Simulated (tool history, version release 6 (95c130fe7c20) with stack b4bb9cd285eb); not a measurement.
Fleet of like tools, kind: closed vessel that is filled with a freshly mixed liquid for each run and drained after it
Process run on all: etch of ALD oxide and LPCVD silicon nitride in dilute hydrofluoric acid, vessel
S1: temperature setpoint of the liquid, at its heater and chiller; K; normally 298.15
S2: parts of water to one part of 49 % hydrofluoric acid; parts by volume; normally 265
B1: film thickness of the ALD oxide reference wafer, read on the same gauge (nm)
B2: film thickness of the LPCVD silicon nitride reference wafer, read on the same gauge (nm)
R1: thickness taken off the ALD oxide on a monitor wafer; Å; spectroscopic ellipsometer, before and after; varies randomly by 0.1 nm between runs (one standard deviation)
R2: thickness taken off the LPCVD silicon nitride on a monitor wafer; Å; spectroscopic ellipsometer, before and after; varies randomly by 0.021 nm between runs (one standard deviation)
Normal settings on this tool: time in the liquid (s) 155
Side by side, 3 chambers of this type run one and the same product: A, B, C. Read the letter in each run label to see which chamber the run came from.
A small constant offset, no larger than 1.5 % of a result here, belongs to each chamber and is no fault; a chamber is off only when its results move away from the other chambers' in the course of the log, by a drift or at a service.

Run 1A, hour 10.4: usual settings; B1 100.050; B2 149.99. Result: R1 130.720 Å, R2 2.5175 Å.
Run 2C, hour 17.8: usual settings; B1 100.010; B2 149.99. Result: R1 130.030 Å, R2 2.9405 Å.
Run 3B, hour 26.8: usual settings; B1 100.010; B2 150.01. Result: R1 129.660 Å, R2 2.9864 Å.
At hour 36.3: chamber A: thermometer replaced.
Run 4B, hour 38.4: usual settings; B1 100.020; B2 149.99. Result: R1 128.890 Å, R2 3.4963 Å.
Run 5C, hour 44.7: usual settings; B1 100.000; B2 149.96. Result: R1 128.160 Å, R2 3.0046 Å.
Run 6A, hour 57.0: usual settings but S1 295.65 K; B1 99.993; B2 150.01. Result: R1 117.780 Å, R2 2.5644 Å.
Run 7C, hour 64.1: usual settings but S1 295.65 K; B1 99.992; B2 150.00. Result: R1 118.090 Å, R2 2.7915 Å.
Run 8A, hour 77.4: usual settings but S1 295.65 K; B1 100.030; B2 150.00. Result: R1 118.250 Å, R2 2.5615 Å.
Run 9B, hour 88.0: usual settings; B1 100.000; B2 150.04. Result: R1 128.740 Å, R2 3.1268 Å.
Run 10C, hour 96.4: usual settings; B1 100.010; B2 150.01. Result: R1 130.290 Å, R2 3.4136 Å.
Run 11A, hour 103.6: usual settings; B1 99.977; B2 149.99. Result: R1 128.560 Å, R2 3.1539 Å.
Run 12B, hour 115.1: usual settings; B1 99.973; B2 150.00. Result: R1 128.580 Å, R2 2.9348 Å.
Run 13B, hour 124.0: usual settings; B1 100.010; B2 149.97. Result: R1 128.360 Å, R2 2.8852 Å.
Run 14C, hour 132.5: usual settings; B1 99.978; B2 150.00. Result: R1 128.160 Å, R2 2.9793 Å.
At hour 138.5: chamber C: thermometer replaced.
Run 15A, hour 146.0: usual settings; B1 100.010; B2 150.02. Result: R1 127.310 Å, R2 3.1170 Å.
Run 16A, hour 153.9: usual settings but time in the liquid (s) 215; B1 100.010; B2 149.99. Result: R1 177.570 Å, R2 4.8915 Å.
Run 17C, hour 167.0: usual settings but time in the liquid (s) 215; B1 99.987; B2 150.02. Result: R1 179.070 Å, R2 3.8078 Å.
Run 18B, hour 180.0: usual settings but time in the liquid (s) 215; B1 100.010; B2 150.03. Result: R1 182.660 Å, R2 4.1927 Å.
Run 19C, hour 188.1: usual settings; B1 100.010; B2 150.00. Result: R1 129.200 Å, R2 2.7465 Å.
Run 20A, hour 195.9: usual settings; B1 99.978; B2 150.01. Result: R1 127.750 Å, R2 3.0331 Å.
Run 21B, hour 203.2: usual settings but S1 299.65 K, S2 340 parts by volume; B1 99.983; B2 150.04. Result: R1 100.140 Å, R2 3.0294 Å.
Run 22B, hour 214.4: usual settings but S1 299.65 K, S2 340 parts by volume; B1 100.000; B2 150.01. Result: R1 99.563 Å, R2 2.7912 Å.
Run 23C, hour 224.0: usual settings but S1 299.65 K, S2 340 parts by volume; B1 99.966; B2 150.00. Result: R1 97.479 Å, R2 2.9017 Å.
At hour 233.5: chamber A: hydrofluoric acid flow meter replaced.
Run 24A, hour 236.6: usual settings; B1 99.975; B2 150.03. Result: R1 127.520 Å, R2 2.9429 Å.
Run 25C, hour 242.7: usual settings; B1 99.990; B2 150.00. Result: R1 127.880 Å, R2 2.8053 Å.
Run 26B, hour 248.8: usual settings; B1 100.000; B2 150.01. Result: R1 132.690 Å, R2 3.3203 Å.
Run 27A, hour 258.8: usual settings; B1 100.020; B2 149.98. Result: R1 127.260 Å, R2 2.9770 Å.
Run 28A, hour 271.6: usual settings; B1 100.030; B2 150.02. Result: R1 128.010 Å, R2 2.9868 Å.
Run 29C, hour 284.2: usual settings but S1 295.65 K; B1 100.020; B2 149.99. Result: R1 117.900 Å, R2 2.8929 Å.
Run 30B, hour 297.4: usual settings but S1 295.65 K; B1 100.010; B2 150.01. Result: R1 125.810 Å, R2 3.0142 Å.
Run 31A, hour 310.1: usual settings but S1 295.65 K; B1 100.020; B2 150.03. Result: R1 117.810 Å, R2 2.5343 Å.
Run 32C, hour 322.5: usual settings; B1 99.967; B2 150.01. Result: R1 128.940 Å, R2 3.2150 Å.
Run 33B, hour 330.1: usual settings; B1 100.000; B2 149.98. Result: R1 135.650 Å, R2 3.5688 Å.
Run 34A, hour 337.9: usual settings; B1 99.993; B2 149.98. Result: R1 127.600 Å, R2 3.1154 Å.
Run 35B, hour 351.3: usual settings but time in the liquid (s) 220; B1 100.020; B2 149.98. Result: R1 194.630 Å, R2 4.9163 Å.
Run 36C, hour 362.8: usual settings but time in the liquid (s) 220; B1 100.020; B2 150.01. Result: R1 179.670 Å, R2 4.6207 Å.
Run 37A, hour 373.8: usual settings but time in the liquid (s) 220; B1 100.000; B2 150.00. Result: R1 180.700 Å, R2 3.8180 Å.

All 3 chambers run these settings next. Forecast each chamber's results:
Run 38A, hour 383.7: usual settings. Result: R1 ?, R2 ?.
Run 38B, hour 383.7: usual settings. Result: R1 ?, R2 ?.
Run 38C, hour 383.7: usual settings. Result: R1 ?, R2 ?.

run       R1      R2
38A  127.430  3.0037
38B  140.430  3.6208
38C  129.620  3.2873
